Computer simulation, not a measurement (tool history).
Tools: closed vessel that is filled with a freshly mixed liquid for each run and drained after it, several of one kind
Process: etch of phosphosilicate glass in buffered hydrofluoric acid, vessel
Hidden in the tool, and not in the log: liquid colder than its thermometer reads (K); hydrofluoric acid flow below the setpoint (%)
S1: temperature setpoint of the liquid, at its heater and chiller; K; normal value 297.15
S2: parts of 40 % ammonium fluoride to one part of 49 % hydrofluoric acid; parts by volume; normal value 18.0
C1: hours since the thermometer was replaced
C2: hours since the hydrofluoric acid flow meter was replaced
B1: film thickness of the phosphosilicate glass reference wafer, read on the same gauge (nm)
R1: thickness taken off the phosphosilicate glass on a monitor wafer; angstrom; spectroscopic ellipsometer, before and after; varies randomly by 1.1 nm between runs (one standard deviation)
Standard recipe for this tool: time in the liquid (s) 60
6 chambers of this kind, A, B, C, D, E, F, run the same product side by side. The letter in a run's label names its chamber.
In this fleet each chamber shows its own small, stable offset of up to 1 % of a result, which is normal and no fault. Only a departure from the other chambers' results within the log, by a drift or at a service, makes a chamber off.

Run 1F, hour 3.8: usual settings; C1 400.6; C2 954.7; B1 140.01. Result: R1 1210.80 angstrom.
Run 2E, hour 7.4: usual settings; C1 1657.1; C2 645.3; B1 140.02. Result: R1 1187.70 angstrom.
Run 3C, hour 10.9: usual settings; C1 648.4; C2 1073.2; B1 139.99. Result: R1 1199.70 angstrom.
Run 4A, hour 14.3: usual settings; C1 445.2; C2 88.9; B1 140.02. Result: R1 1185.20 angstrom.
Run 5B, hour 18.3: usual settings; C1 434.9; C2 280.9; B1 140.01. Result: R1 1181.40 angstrom.
Run 6D, hour 24.0: usual settings; C1 923.6; C2 796.8; B1 140.00. Result: R1 1187.40 angstrom.
Run 7D, hour 29.3: usual settings; C1 928.9; C2 802.1; B1 139.99. Result: R1 1198.40 angstrom.
Run 8F, hour 33.7: usual settings; C1 430.5; C2 984.6; B1 139.96. Result: R1 1168.40 angstrom.
Run 9B, hour 37.4: usual settings; C1 454.0; C2 300.0; B1 139.98. Result: R1 1190.70 angstrom.
Run 10E, hour 41.0: usual settings; C1 1690.7; C2 678.9; B1 140.04. Result: R1 1196.40 angstrom.
Run 11C, hour 46.7: usual settings; C1 684.2; C2 1109.0; B1 139.98. Result: R1 1184.50 angstrom.
Run 12A, hour 51.0: usual settings; C1 481.9; C2 125.6; B1 139.99. Result: R1 1198.70 angstrom.
Run 13D, hour 56.3: usual settings; C1 955.9; C2 829.1; B1 140.00. Result: R1 1170.30 angstrom.
Run 14E, hour 59.3: usual settings; C1 1709.0; C2 697.2; B1 139.99. Result: R1 1186.40 angstrom.
Run 15B, hour 64.6: usual settings; C1 481.2; C2 327.2; B1 139.99. Result: R1 1190.90 angstrom.
Run 16C, hour 69.8: usual settings; C1 707.3; C2 1132.1; B1 140.00. Result: R1 1163.50 angstrom.
Run 17A, hour 72.8: usual settings; C1 503.7; C2 147.4; B1 140.02. Result: R1 1186.60 angstrom.
Run 18F, hour 78.2: usual settings; C1 475.0; C2 1029.1; B1 139.97. Result: R1 1189.30 angstrom.
Run 19B, hour 84.2: usual settings; C1 500.8; C2 346.8; B1 140.03. Result: R1 1178.40 angstrom.
Run 20F, hour 90.1: usual settings; C1 486.9; C2 1041.0; B1 139.98. Result: R1 1180.80 angstrom.
Run 21E, hour 95.8: usual settings; C1 1745.5; C2 733.7; B1 140.04. Result: R1 1191.80 angstrom.
Run 22A, hour 100.7: usual settings; C1 531.6; C2 175.3; B1 140.00. Result: R1 1175.70 angstrom.
Run 23C, hour 103.5: usual settings; C1 741.0; C2 1165.8; B1 139.97. Result: R1 1150.10 angstrom.
Run 24D, hour 107.0: usual settings; C1 1006.6; C2 879.8; B1 139.99. Result: R1 1180.60 angstrom.
Run 25A, hour 110.8: usual settings but S1 293.65 K, time in the liquid (s) 80; C1 541.7; C2 185.4; B1 139.98. Result: R1 1307.80 angstrom.
Run 26D, hour 116.6: usual settings but S1 293.65 K, time in the liquid (s) 80; C1 1016.2; C2 889.4; B1 140.02. Result: R1 1292.90 angstrom.
Run 27C, hour 122.1: usual settings but S1 293.65 K, time in the liquid (s) 80; C1 759.6; C2 1184.4; B1 139.99. Result: R1 1241.60 angstrom.
Run 28B, hour 125.2: usual settings but S1 293.65 K, time in the liquid (s) 80; C1 541.8; C2 387.8; B1 140.02. Result: R1 1311.20 angstrom.
Run 29F, hour 128.2: usual settings but S1 293.65 K, time in the liquid (s) 80; C1 525.0; C2 1079.1; B1 140.00. Result: R1 1336.40 angstrom.
Run 30E, hour 131.2: usual settings but S1 293.65 K, time in the liquid (s) 80; C1 1780.9; C2 769.1; B1 139.99. Result: R1 1303.60 angstrom.
Run 31B, hour 135.8: usual settings; C1 552.4; C2 398.4; B1 139.99. Result: R1 1187.30 angstrom.
Run 32A, hour 141.1: usual settings; C1 572.0; C2 215.7; B1 140.03. Result: R1 1195.90 angstrom.
Run 33F, hour 144.8: usual settings; C1 541.6; C2 1095.7; B1 140.01. Result: R1 1180.60 angstrom.
Run 34C, hour 148.2: usual settings; C1 785.7; C2 1210.5; B1 140.00. Result: R1 1120.20 angstrom.
Run 35D, hour 150.9: usual settings; C1 1050.5; C2 923.7; B1 140.00. Result: R1 1204.10 angstrom.
Run 36E, hour 154.5: usual settings; C1 1804.2; C2 792.4; B1 140.00. Result: R1 1188.20 angstrom.
Run 37F, hour 158.4: usual settings; C1 555.2; C2 1109.3; B1 140.02. Result: R1 1188.40 angstrom.
Run 38A, hour 161.5: usual settings but S1 293.15 K, S2 23.5 parts by volume; C1 592.4; C2 236.1; B1 139.99. Result: R1 772.77 angstrom.

Next, every chamber runs the same settings. What will each give?
Run 39A, hour 165.9: usual settings but S2 14.5 parts by volume. Result: R1 ?.
Run 39B, hour 165.9: usual settings but S2 14.5 parts by volume. Result: R1 ?.
Run 39C, hour 165.9: usual settings but S2 14.5 parts by volume. Result: R1 ?.
Run 39D, hour 165.9: usual settings but S2 14.5 parts by volume. Result: R1 ?.
Run 39E, hour 165.9: usual settings but S2 14.5 parts by volume. Result: R1 ?.
Run 39F, hour 165.9: usual settings but S2 14.5 parts by volume. Result: R1 ?.

run       R1
39A  1484.70
39B  1484.50
39C  1339.80
39D  1462.00
39E  1478.20
39F  1466.60

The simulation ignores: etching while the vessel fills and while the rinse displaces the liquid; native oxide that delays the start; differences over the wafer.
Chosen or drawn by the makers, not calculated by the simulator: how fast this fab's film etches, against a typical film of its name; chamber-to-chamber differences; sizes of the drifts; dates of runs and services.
